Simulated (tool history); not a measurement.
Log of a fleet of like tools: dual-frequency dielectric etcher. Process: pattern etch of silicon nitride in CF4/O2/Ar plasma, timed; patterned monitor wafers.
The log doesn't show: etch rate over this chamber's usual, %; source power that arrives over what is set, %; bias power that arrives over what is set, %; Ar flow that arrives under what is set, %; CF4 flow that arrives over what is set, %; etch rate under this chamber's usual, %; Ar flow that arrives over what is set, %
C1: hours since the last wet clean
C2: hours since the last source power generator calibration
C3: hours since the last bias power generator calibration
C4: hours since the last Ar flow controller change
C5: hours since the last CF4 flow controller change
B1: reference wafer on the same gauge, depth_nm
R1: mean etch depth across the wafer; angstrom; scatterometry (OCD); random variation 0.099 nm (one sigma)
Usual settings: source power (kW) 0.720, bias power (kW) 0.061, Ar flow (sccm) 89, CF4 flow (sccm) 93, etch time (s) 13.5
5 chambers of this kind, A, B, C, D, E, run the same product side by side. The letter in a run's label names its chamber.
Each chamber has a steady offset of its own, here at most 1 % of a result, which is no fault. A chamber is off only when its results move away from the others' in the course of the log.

{"run": "1D", "day": 0.262, "source power (kW)": 0.72, "bias power (kW)": 0.061, "Ar flow (sccm)": 89, "CF4 flow (sccm)": 93, "etch time (s)": 13.5, "C1": 446.7, "C2": 2639.1, "C3": 2231.4, "C4": 4119.9, "C5": 2510.1, "B1": 40.49, "R1": 380.09}
{"run": "2C", "day": 0.471, "source power (kW)": 0.72, "bias power (kW)": 0.061, "Ar flow (sccm)": 89, "CF4 flow (sccm)": 93, "etch time (s)": 13.5, "C1": 277.1, "C2": 261.1, "C3": 533.7, "C4": 984.2, "C5": 4038.5, "B1": 40.506, "R1": 380.56}
{"run": "3E", "day": 0.633, "source power (kW)": 0.72, "bias power (kW)": 0.061, "Ar flow (sccm)": 89, "CF4 flow (sccm)": 93, "etch time (s)": 13.5, "C1": 363.6, "C2": 533.8, "C3": 2583.7, "C4": 809.4, "C5": 338.0, "B1": 40.499, "R1": 381.17}
{"run": "4A", "day": 0.804, "source power (kW)": 0.72, "bias power (kW)": 0.061, "Ar flow (sccm)": 89, "CF4 flow (sccm)": 93, "etch time (s)": 13.5, "C1": 381.4, "C2": 3280.9, "C3": 1536.0, "C4": 1764.5, "C5": 1541.9, "B1": 40.518, "R1": 379.16}
{"run": "5B", "day": 1.058, "source power (kW)": 0.6, "bias power (kW)": 0.061, "Ar flow (sccm)": 106, "CF4 flow (sccm)": 93, "etch time (s)": 13.5, "C1": 312.0, "C2": 1731.4, "C3": 1487.3, "C4": 1155.4, "C5": 1698.2, "B1": 40.474, "R1": 318.77}
{"run": "6E", "day": 1.175, "source power (kW)": 0.6, "bias power (kW)": 0.061, "Ar flow (sccm)": 106, "CF4 flow (sccm)": 93, "etch time (s)": 13.5, "C1": 376.6, "C2": 546.8, "C3": 2596.7, "C4": 822.4, "C5": 351.0, "B1": 40.512, "R1": 318.68}
{"run": "7C", "day": 1.383, "source power (kW)": 0.6, "bias power (kW)": 0.061, "Ar flow (sccm)": 106, "CF4 flow (sccm)": 93, "etch time (s)": 13.5, "C1": 299.0, "C2": 283.0, "C3": 555.6, "C4": 1006.1, "C5": 4060.4, "B1": 40.479, "R1": 319.86}
{"run": "8D", "day": 1.579, "source power (kW)": 0.6, "bias power (kW)": 0.061, "Ar flow (sccm)": 106, "CF4 flow (sccm)": 93, "etch time (s)": 13.5, "C1": 478.3, "C2": 2670.7, "C3": 2263.0, "C4": 4151.5, "C5": 2541.7, "B1": 40.485, "R1": 315.61}
{"run": "9B", "day": 1.729, "source power (kW)": 0.6, "bias power (kW)": 0.061, "Ar flow (sccm)": 106, "CF4 flow (sccm)": 93, "etch time (s)": 13.5, "C1": 328.1, "C2": 1747.5, "C3": 1503.4, "C4": 1171.5, "C5": 1714.3, "B1": 40.488, "R1": 316.8}
{"run": "10A", "day": 1.883, "source power (kW)": 0.72, "bias power (kW)": 0.061, "Ar flow (sccm)": 89, "CF4 flow (sccm)": 93, "etch time (s)": 13.5, "C1": 407.3, "C2": 3306.8, "C3": 1561.9, "C4": 1790.4, "C5": 1567.8, "B1": 40.479, "R1": 378.54}
{"run": "11B", "day": 2.129, "source power (kW)": 0.72, "bias power (kW)": 0.061, "Ar flow (sccm)": 89, "CF4 flow (sccm)": 93, "etch time (s)": 13.5, "C1": 337.7, "C2": 1757.1, "C3": 1513.0, "C4": 1181.1, "C5": 1723.9, "B1": 40.468, "R1": 377.43}
{"run": "12D", "day": 2.371, "source power (kW)": 0.72, "bias power (kW)": 0.071, "Ar flow (sccm)": 99, "CF4 flow (sccm)": 93, "etch time (s)": 13.5, "C1": 497.3, "C2": 2689.7, "C3": 2282.0, "C4": 4170.5, "C5": 2560.7, "B1": 40.493, "R1": 397.19}
{"run": "13C", "day": 2.521, "source power (kW)": 0.72, "bias power (kW)": 0.071, "Ar flow (sccm)": 99, "CF4 flow (sccm)": 93, "etch time (s)": 13.5, "C1": 326.3, "C2": 310.3, "C3": 582.9, "C4": 1033.4, "C5": 4087.7, "B1": 40.498, "R1": 399.92}
{"run": "14E", "day": 2.792, "source power (kW)": 0.72, "bias power (kW)": 0.071, "Ar flow (sccm)": 99, "CF4 flow (sccm)": 93, "etch time (s)": 13.5, "C1": 415.4, "C2": 585.6, "C3": 2635.5, "C4": 861.2, "C5": 389.8, "B1": 40.516, "R1": 402.71}
{"run": "15A", "day": 2.962, "source power (kW)": 0.72, "bias power (kW)": 0.071, "Ar flow (sccm)": 99, "CF4 flow (sccm)": 93, "etch time (s)": 13.5, "C1": 433.2, "C2": 3332.7, "C3": 1587.8, "C4": 1816.3, "C5": 1593.7, "B1": 40.52, "R1": 396.09}
{"run": "16C", "day": 3.167, "source power (kW)": 0.72, "bias power (kW)": 0.071, "Ar flow (sccm)": 99, "CF4 flow (sccm)": 93, "etch time (s)": 13.5, "C1": 341.8, "C2": 325.8, "C3": 598.4, "C4": 1048.9, "C5": 4103.2, "B1": 40.485, "R1": 399.48}
{"day": 3.196, "done": "chamber C: wet clean of the chamber"}
{"day": 3.279, "done": "chamber D: wet clean of the chamber"}
{"run": "17E", "day": 3.308, "source power (kW)": 0.72, "bias power (kW)": 0.061, "Ar flow (sccm)": 89, "CF4 flow (sccm)": 93, "etch time (s)": 13.5, "C1": 427.8, "C2": 598.0, "C3": 2647.9, "C4": 873.6, "C5": 402.2, "B1": 40.491, "R1": 383.44}
{"run": "18A", "day": 3.479, "source power (kW)": 0.72, "bias power (kW)": 0.061, "Ar flow (sccm)": 89, "CF4 flow (sccm)": 93, "etch time (s)": 13.5, "C1": 445.6, "C2": 3345.1, "C3": 1600.2, "C4": 1828.7, "C5": 1606.1, "B1": 40.505, "R1": 378.52}
{"run": "19B", "day": 3.733, "source power (kW)": 0.72, "bias power (kW)": 0.061, "Ar flow (sccm)": 89, "CF4 flow (sccm)": 93, "etch time (s)": 13.5, "C1": 376.2, "C2": 1795.6, "C3": 1551.5, "C4": 1219.6, "C5": 1762.4, "B1": 40.483, "R1": 376.07}
{"run": "20D", "day": 3.925, "source power (kW)": 0.72, "bias power (kW)": 0.061, "Ar flow (sccm)": 89, "CF4 flow (sccm)": 93, "etch time (s)": 13.5, "C1": 15.5, "C2": 2727.0, "C3": 2319.3, "C4": 4207.8, "C5": 2598.0, "B1": 40.498, "R1": 380.58}
{"run": "21B", "day": 4.067, "source power (kW)": 0.72, "bias power (kW)": 0.061, "Ar flow (sccm)": 89, "CF4 flow (sccm)": 93, "etch time (s)": 13.5, "C1": 384.2, "C2": 1803.6, "C3": 1559.5, "C4": 1227.6, "C5": 1770.4, "B1": 40.501, "R1": 374.15}
{"run": "22A", "day": 4.192, "source power (kW)": 0.72, "bias power (kW)": 0.061, "Ar flow (sccm)": 89, "CF4 flow (sccm)": 93, "etch time (s)": 13.5, "C1": 462.7, "C2": 3362.2, "C3": 1617.3, "C4": 1845.8, "C5": 1623.2, "B1": 40.515, "R1": 379.1}
{"run": "23E", "day": 4.429, "source power (kW)": 0.72, "bias power (kW)": 0.061, "Ar flow (sccm)": 89, "CF4 flow (sccm)": 93, "etch time (s)": 13.5, "C1": 454.7, "C2": 624.9, "C3": 2674.8, "C4": 900.5, "C5": 429.1, "B1": 40.519, "R1": 383.8}
{"run": "24C", "day": 4.671, "source power (kW)": 0.72, "bias power (kW)": 0.061, "Ar flow (sccm)": 89, "CF4 flow (sccm)": 93, "etch time (s)": 13.5, "C1": 35.4, "C2": 361.9, "C3": 634.5, "C4": 1085.0, "C5": 4139.3, "B1": 40.521, "R1": 381.56}
{"run": "25D", "day": 4.796, "source power (kW)": 0.72, "bias power (kW)": 0.061, "Ar flow (sccm)": 89, "CF4 flow (sccm)": 93, "etch time (s)": 13.5, "C1": 36.4, "C2": 2747.9, "C3": 2340.2, "C4": 4228.7, "C5": 2618.9, "B1": 40.521, "R1": 381.23}
{"day": 4.875, "done": "chamber A: wet clean of the chamber"}
{"run": "26C", "day": 5.062, "source power (kW)": 0.88, "bias power (kW)": 0.061, "Ar flow (sccm)": 89, "CF4 flow (sccm)": 93, "etch time (s)": 13.5, "C1": 44.8, "C2": 371.3, "C3": 643.9, "C4": 1094.4, "C5": 4148.7, "B1": 40.5, "R1": 452.81}
{"run": "27A", "day": 5.212, "source power (kW)": 0.88, "bias power (kW)": 0.061, "Ar flow (sccm)": 89, "CF4 flow (sccm)": 93, "etch time (s)": 13.5, "C1": 8.1, "C2": 3386.7, "C3": 1641.8, "C4": 1870.3, "C5": 1647.7, "B1": 40.498, "R1": 450.73}
{"run": "28B", "day": 5.4, "source power (kW)": 0.88, "bias power (kW)": 0.061, "Ar flow (sccm)": 89, "CF4 flow (sccm)": 93, "etch time (s)": 13.5, "C1": 416.2, "C2": 1835.6, "C3": 1591.5, "C4": 1259.6, "C5": 1802.4, "B1": 40.49, "R1": 444.88}
{"run": "29E", "day": 5.542, "source power (kW)": 0.88, "bias power (kW)": 0.061, "Ar flow (sccm)": 89, "CF4 flow (sccm)": 93, "etch time (s)": 13.5, "C1": 481.4, "C2": 651.6, "C3": 2701.5, "C4": 927.2, "C5": 455.8, "B1": 40.496, "R1": 457.65}
{"run": "30D", "day": 5.696, "source power (kW)": 0.88, "bias power (kW)": 0.061, "Ar flow (sccm)": 89, "CF4 flow (sccm)": 93, "etch time (s)": 13.5, "C1": 58.0, "C2": 2769.5, "C3": 2361.8, "C4": 4250.3, "C5": 2640.5, "B1": 40.508, "R1": 451.88}
{"run": "31E", "day": 5.883, "source power (kW)": 0.72, "bias power (kW)": 0.061, "Ar flow (sccm)": 89, "CF4 flow (sccm)": 93, "etch time (s)": 13.5, "C1": 489.6, "C2": 659.8, "C3": 2709.7, "C4": 935.4, "C5": 464.0, "B1": 40.504, "R1": 383.37}
{"run": "32D", "day": 6.008, "source power (kW)": 0.72, "bias power (kW)": 0.061, "Ar flow (sccm)": 89, "CF4 flow (sccm)": 93, "etch time (s)": 13.5, "C1": 65.5, "C2": 2777.0, "C3": 2369.3, "C4": 4257.8, "C5": 2648.0, "B1": 40.483, "R1": 378.93}
{"run": "33A", "day": 6.221, "source power (kW)": 0.72, "bias power (kW)": 0.061, "Ar flow (sccm)": 89, "CF4 flow (sccm)": 93, "etch time (s)": 12.0, "C1": 32.3, "C2": 3410.9, "C3": 1666.0, "C4": 1894.5, "C5": 1671.9, "B1": 40.495, "R1": 336.29}
{"run": "34C", "day": 6.458, "source power (kW)": 0.72, "bias power (kW)": 0.061, "Ar flow (sccm)": 89, "CF4 flow (sccm)": 93, "etch time (s)": 12.0, "C1": 78.3, "C2": 404.8, "C3": 677.4, "C4": 1127.9, "C5": 4182.2, "B1": 40.464, "R1": 338.7}
{"run": "35B", "day": 6.721, "source power (kW)": 0.72, "bias power (kW)": 0.061, "Ar flow (sccm)": 89, "CF4 flow (sccm)": 93, "etch time (s)": 12.0, "C1": 447.9, "C2": 1867.3, "C3": 1623.2, "C4": 1291.3, "C5": 1834.1, "B1": 40.485, "R1": 328.3}
{"run": "36C", "day": 6.925, "source power (kW)": 0.72, "bias power (kW)": 0.061, "Ar flow (sccm)": 89, "CF4 flow (sccm)": 93, "etch time (s)": 12.0, "C1": 89.5, "C2": 416.0, "C3": 688.6, "C4": 1139.1, "C5": 4193.4, "B1": 40.51, "R1": 339.74}
{"run": "37A", "day": 7.067, "source power (kW)": 0.72, "bias power (kW)": 0.061, "Ar flow (sccm)": 89, "CF4 flow (sccm)": 93, "etch time (s)": 12.0, "C1": 52.6, "C2": 3431.2, "C3": 1686.3, "C4": 1914.8, "C5": 1692.2, "B1": 40.492, "R1": 337.01}
{"run": "38D", "day": 7.233, "source power (kW)": 0.72, "bias power (kW)": 0.061, "Ar flow (sccm)": 89, "CF4 flow (sccm)": 93, "etch time (s)": 13.5, "C1": 94.9, "C2": 2806.4, "C3": 2398.7, "C4": 4287.2, "C5": 2677.4, "B1": 40.491, "R1": 380.42}
{"run": "39B", "day": 7.479, "source power (kW)": 0.72, "bias power (kW)": 0.061, "Ar flow (sccm)": 89, "CF4 flow (sccm)": 93, "etch time (s)": 13.5, "C1": 466.1, "C2": 1885.5, "C3": 1641.4, "C4": 1309.5, "C5": 1852.3, "B1": 40.503, "R1": 367.99}
{"run": "40E", "day": 7.646, "source power (kW)": 0.72, "bias power (kW)": 0.061, "Ar flow (sccm)": 89, "CF4 flow (sccm)": 93, "etch time (s)": 13.5, "C1": 531.9, "C2": 702.1, "C3": 2752.0, "C4": 977.7, "C5": 506.3, "B1": 40.489, "R1": 384.37}
{"run": "41A", "day": 7.896, "source power (kW)": 0.72, "bias power (kW)": 0.061, "Ar flow (sccm)": 89, "CF4 flow (sccm)": 93, "etch time (s)": 13.5, "C1": 72.5, "C2": 3451.1, "C3": 1706.2, "C4": 1934.7, "C5": 1712.1, "B1": 40.503, "R1": 378.84}
{"run": "42D", "day": 8.05, "source power (kW)": 0.72, "bias power (kW)": 0.061, "Ar flow (sccm)": 89, "CF4 flow (sccm)": 106, "etch time (s)": 11.0, "C1": 114.5, "C2": 2826.0, "C3": 2418.3, "C4": 4306.8, "C5": 2697.0, "B1": 40.497, "R1": 314.55}

What goes on in this fleet: one chamber off, a drifting gauge, or nothing beyond the chambers' own small offsets? Name the chamber and the cause, if any.

Chamber B drifts away from the others.
Cause: etch rate under this chamber's usual, % = 3.27.
The log may not tell that from: source power that arrives under what is set, %.

Here are 4 candidates for chamber B's next run, each the usual settings with a change, their results left as question marks. Which one brings its results back in line with what the others give on the usual settings?
In line means no further than this from the other chambers' mean on the usual settings: R1 3.50 angstrom
{"run": "43B-1", "day": 8.242, "source power (kW)": 0.72, "bias power (kW)": 0.063, "Ar flow (sccm)": 89, "CF4 flow (sccm)": 93, "etch time (s)": 13.5, "R1": "?"}
{"run": "43B-2", "day": 8.242, "source power (kW)": 0.72, "bias power (kW)": 0.061, "Ar flow (sccm)": 89, "CF4 flow (sccm)": 93, "etch time (s)": 14.0, "R1": "?"}
{"run": "43B-3", "day": 8.242, "source power (kW)": 0.71, "bias power (kW)": 0.061, "Ar flow (sccm)": 89, "CF4 flow (sccm)": 93, "etch time (s)": 13.5, "R1": "?"}
{"run": "43B-4", "day": 8.242, "source power (kW)": 0.72, "bias power (kW)": 0.061, "Ar flow (sccm)": 89, "CF4 flow (sccm)": 93, "etch time (s)": 13.0, "R1": "?"}

The other chambers' mean on the usual settings: R1 380.74 angstrom
run=43B-1 R1=371.91
run=43B-2 R1=380.98
run=43B-3 R1=362.97
run=43B-4 R1=353.77
43B-2 brings the chamber back in line.
